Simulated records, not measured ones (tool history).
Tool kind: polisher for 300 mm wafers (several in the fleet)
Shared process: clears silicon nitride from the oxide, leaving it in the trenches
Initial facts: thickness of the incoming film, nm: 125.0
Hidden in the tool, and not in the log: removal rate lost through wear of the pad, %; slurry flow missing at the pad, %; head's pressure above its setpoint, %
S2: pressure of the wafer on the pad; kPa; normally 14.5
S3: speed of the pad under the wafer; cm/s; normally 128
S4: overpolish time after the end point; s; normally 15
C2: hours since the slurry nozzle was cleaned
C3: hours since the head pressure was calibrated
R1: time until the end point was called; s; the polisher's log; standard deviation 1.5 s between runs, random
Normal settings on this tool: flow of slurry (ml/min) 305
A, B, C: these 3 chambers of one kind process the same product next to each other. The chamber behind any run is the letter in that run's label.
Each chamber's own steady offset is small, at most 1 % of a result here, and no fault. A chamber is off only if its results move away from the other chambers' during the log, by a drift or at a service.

run 1A hour=5.4 | flow_of_slurry_(ml/min)=305 S2=14.5 S3=128 S4=15 | wafers_polished_on_this_pad=434 C2=47.5 C3=27.7 | R1=154.33
run 2C hour=10.7 | flow_of_slurry_(ml/min)=305 S2=14.5 S3=128 S4=15 | wafers_polished_on_this_pad=476 C2=149.8 C3=132.2 | R1=155.83
run 3B hour=20.3 | flow_of_slurry_(ml/min)=305 S2=14.5 S3=128 S4=15 | wafers_polished_on_this_pad=478 C2=199.1 C3=187.6 | R1=152.74
run 4C hour=28.0 | flow_of_slurry_(ml/min)=305 S2=14.5 S3=128 S4=15 | wafers_polished_on_this_pad=637 C2=167.1 C3=149.5 | R1=154.23
run 5B hour=33.2 | flow_of_slurry_(ml/min)=305 S2=14.5 S3=128 S4=15 | wafers_polished_on_this_pad=599 C2=212.0 C3=200.5 | R1=156.08
run 6A hour=42.4 | flow_of_slurry_(ml/min)=305 S2=14.5 S3=128 S4=15 | wafers_polished_on_this_pad=780 C2=84.5 C3=64.7 | R1=154.51
run 7A hour=50.2 | flow_of_slurry_(ml/min)=305 S2=14.5 S3=128 S4=15 | wafers_polished_on_this_pad=852 C2=92.3 C3=72.5 | R1=154.37
run 8B hour=56.2 | flow_of_slurry_(ml/min)=305 S2=14.5 S3=128 S4=15 | wafers_polished_on_this_pad=813 C2=235.0 C3=223.5 | R1=156.04
run 9C hour=63.7 | flow_of_slurry_(ml/min)=305 S2=14.5 S3=128 S4=15 | wafers_polished_on_this_pad=971 C2=202.8 C3=185.2 | R1=155.37
run 10A hour=70.3 | flow_of_slurry_(ml/min)=305 S2=14.5 S3=128 S4=15 | wafers_polished_on_this_pad=1040 C2=112.4 C3=92.6 | R1=154.59
-- hour=76.9 chamber B: worn pad replaced by a new one
-- hour=78.0 chamber B: slurry nozzle cleaned
run 11C hour=81.3 | flow_of_slurry_(ml/min)=305 S2=14.5 S3=128 S4=15 | wafers_polished_on_this_pad=1135 C2=220.4 C3=202.8 | R1=156.82
run 12B hour=91.9 | flow_of_slurry_(ml/min)=305 S2=14.5 S3=128 S4=15 | wafers_polished_on_this_pad=141 C2=14.0 C3=259.2 | R1=155.99
run 13A hour=96.8 | flow_of_slurry_(ml/min)=305 S2=14.5 S3=128 S4=15 | wafers_polished_on_this_pad=1288 C2=138.9 C3=119.1 | R1=151.23
run 14C hour=105.6 | flow_of_slurry_(ml/min)=305 S2=14.5 S3=128 S4=15 | wafers_polished_on_this_pad=1362 C2=244.7 C3=227.1 | R1=160.55
-- hour=106.4 chamber C: slurry nozzle cleaned
-- hour=107.8 chamber A: worn pad replaced by a new one
run 15B hour=115.1 | flow_of_slurry_(ml/min)=360 S2=14.5 S3=148 S4=15 | wafers_polished_on_this_pad=357 C2=37.2 C3=282.4 | R1=133.52
run 16C hour=124.5 | flow_of_slurry_(ml/min)=360 S2=14.5 S3=148 S4=15 | wafers_polished_on_this_pad=1539 C2=18.1 C3=246.0 | R1=136.23
run 17A hour=135.4 | flow_of_slurry_(ml/min)=360 S2=14.5 S3=148 S4=15 | wafers_polished_on_this_pad=258 C2=177.5 C3=157.7 | R1=130.69
run 18B hour=145.8 | flow_of_slurry_(ml/min)=305 S2=14.5 S3=158 S4=15 | wafers_polished_on_this_pad=644 C2=67.9 C3=313.1 | R1=125.80
run 19A hour=151.3 | flow_of_slurry_(ml/min)=305 S2=14.5 S3=158 S4=15 | wafers_polished_on_this_pad=406 C2=193.4 C3=173.6 | R1=124.09
run 20C hour=156.3 | flow_of_slurry_(ml/min)=305 S2=14.5 S3=158 S4=15 | wafers_polished_on_this_pad=1836 C2=49.9 C3=277.8 | R1=129.34
run 21B hour=163.0 | flow_of_slurry_(ml/min)=305 S2=14.5 S3=128 S4=15 | wafers_polished_on_this_pad=805 C2=85.1 C3=330.3 | R1=154.55
run 22C hour=170.4 | flow_of_slurry_(ml/min)=305 S2=13.1 S3=128 S4=15 | wafers_polished_on_this_pad=1967 C2=64.0 C3=291.9 | R1=182.98
run 23A hour=181.2 | flow_of_slurry_(ml/min)=305 S2=13.1 S3=128 S4=15 | wafers_polished_on_this_pad=686 C2=223.3 C3=203.5 | R1=169.21
run 24B hour=186.7 | flow_of_slurry_(ml/min)=305 S2=13.1 S3=128 S4=15 | wafers_polished_on_this_pad=1026 C2=108.8 C3=354.0 | R1=171.36
-- hour=189.1 chamber A: slurry nozzle cleaned
run 25A hour=196.7 | flow_of_slurry_(ml/min)=305 S2=14.5 S3=128 S4=15 | wafers_polished_on_this_pad=830 C2=7.6 C3=219.0 | R1=154.23
run 26C hour=206.8 | flow_of_slurry_(ml/min)=305 S2=14.5 S3=128 S4=15 | wafers_polished_on_this_pad=2307 C2=100.4 C3=328.3 | R1=163.70
-- hour=208.6 chamber B: worn pad replaced by a new one
run 27B hour=213.3 | flow_of_slurry_(ml/min)=305 S2=14.5 S3=128 S4=15 | wafers_polished_on_this_pad=44 C2=135.4 C3=380.6 | R1=153.28
run 28C hour=223.2 | flow_of_slurry_(ml/min)=305 S2=14.5 S3=128 S4=15 | wafers_polished_on_this_pad=2461 C2=116.8 C3=344.7 | R1=165.26
run 29A hour=231.0 | flow_of_slurry_(ml/min)=305 S2=14.5 S3=128 S4=15 | wafers_polished_on_this_pad=1151 C2=41.9 C3=253.3 | R1=155.58
run 30B hour=237.1 | flow_of_slurry_(ml/min)=305 S2=14.5 S3=128 S4=15 | wafers_polished_on_this_pad=266 C2=159.2 C3=404.4 | R1=153.47
run 31C hour=242.0 | flow_of_slurry_(ml/min)=305 S2=14.5 S3=128 S4=15 | wafers_polished_on_this_pad=2636 C2=135.6 C3=363.5 | R1=167.29
run 32B hour=247.0 | flow_of_slurry_(ml/min)=305 S2=14.5 S3=128 S4=15 | wafers_polished_on_this_pad=359 C2=169.1 C3=414.3 | R1=154.89
run 33A hour=252.7 | flow_of_slurry_(ml/min)=305 S2=14.5 S3=128 S4=15 | wafers_polished_on_this_pad=1353 C2=63.6 C3=275.0 | R1=154.17
-- hour=256.4 chamber A: worn pad replaced by a new one
run 34A hour=263.2 | flow_of_slurry_(ml/min)=305 S2=14.5 S3=128 S4=10 | wafers_polished_on_this_pad=64 C2=74.1 C3=285.5 | R1=153.83
run 35B hour=271.9 | flow_of_slurry_(ml/min)=305 S2=14.5 S3=128 S4=10 | wafers_polished_on_this_pad=591 C2=194.0 C3=439.2 | R1=153.74

Is one chamber out of step, is the gauge drifting, or do the chambers differ by no more than their own small offsets? For an off chamber, give its letter and the likeliest cause.

It is chamber C that slowly wanders off from its peers.
Cause: removal rate lost through wear of the pad, % = 9.67.
It could be hard to tell apart here from: head's pressure below its setpoint, %.

Below are 4 candidate recipes for chamber C's next run, each the usual settings with a change, their results shown as question marks. Which of them brings C's results back in line with what the other chambers give on the usual settings?
A result is in line if it is within this distance of the other chambers' mean on the usual settings: R1 5.30 s
run 36C-1 hour=280.0 | flow_of_slurry_(ml/min)=305 S2=15.9 S3=138 S4=15 | R1=?
run 36C-2 hour=280.0 | flow_of_slurry_(ml/min)=305 S2=15.2 S3=134 S4=15 | R1=?
run 36C-3 hour=280.0 | flow_of_slurry_(ml/min)=300 S2=13.1 S3=128 S4=15 | R1=?
run 36C-4 hour=280.0 | flow_of_slurry_(ml/min)=300 S2=14.5 S3=108 S4=15 | R1=?

The mean the other chambers reach with the usual settings: R1 154.63 s
run=36C-1 R1=144.61
run=36C-2 R1=155.63
run=36C-3 R1=188.79
run=36C-4 R1=202.16
Change 36C-2 lands the chamber within the allowed miss of the other chambers.

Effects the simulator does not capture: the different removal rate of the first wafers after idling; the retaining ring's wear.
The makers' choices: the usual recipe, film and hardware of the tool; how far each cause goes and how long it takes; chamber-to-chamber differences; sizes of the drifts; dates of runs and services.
